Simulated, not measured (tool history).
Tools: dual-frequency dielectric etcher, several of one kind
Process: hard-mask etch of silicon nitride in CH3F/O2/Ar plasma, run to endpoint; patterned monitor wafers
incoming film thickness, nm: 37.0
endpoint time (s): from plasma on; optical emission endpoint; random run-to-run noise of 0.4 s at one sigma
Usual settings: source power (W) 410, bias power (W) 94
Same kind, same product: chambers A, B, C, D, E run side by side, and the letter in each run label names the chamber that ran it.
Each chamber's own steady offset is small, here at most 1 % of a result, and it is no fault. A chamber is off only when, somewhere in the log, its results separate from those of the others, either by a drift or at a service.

run,day,source power (W),bias power (W),endpoint time (s)
1B,0.15,410,94,48.332
2E,0.271,410,94,47.897
3D,0.383,410,94,48.095
# day 0.421: chamber D: wet clean of the chamber
4A,0.579,410,94,49.028
5C,0.717,410,94,47.913
6A,0.871,410,94,48.583
7B,1.05,410,94,47.463
8C,1.229,410,94,48.027
9E,1.392,410,94,48.367
10D,1.479,410,94,48.287
11D,1.575,440,83,48.936
12C,1.708,440,83,49.485
13A,1.838,440,83,48.688
14B,2.029,440,83,49.789
15E,2.196,440,83,48.18
16E,2.383,410,94,47.437
# day 2.4: chamber C: wet clean of the chamber
17B,2.533,410,94,48.003
18A,2.633,410,94,48.453
19D,2.792,410,94,48.342
20C,2.988,410,94,47.982
21B,3.15,410,94,47.935
22C,3.246,410,94,47.633
23E,3.421,410,94,48.837
24D,3.583,410,94,47.939
25A,3.704,410,94,48.756
26B,3.796,410,94,48.39
27E,3.967,410,94,47.701
28D,4.1,410,115,45.028
29A,4.225,410,115,44.242
30C,4.362,410,115,44.037
31B,4.538,410,115,45.035
32C,4.633,410,115,44.328
33A,4.762,410,94,48.834
34D,4.917,410,94,48.871
# day 4.983: chamber E: wet clean of the chamber
35E,5.092,410,94,47.848
36D,5.217,330,104,50.987

Next, every chamber runs the same settings. What will each give?
37A,5.358,410,94,?
37B,5.358,410,94,?
37C,5.358,410,94,?
37D,5.358,410,94,?
37E,5.358,410,94,?

run,endpoint time (s)
37A,48.125
37B,47.231
37C,47.747
37D,48.581
37E,47.597
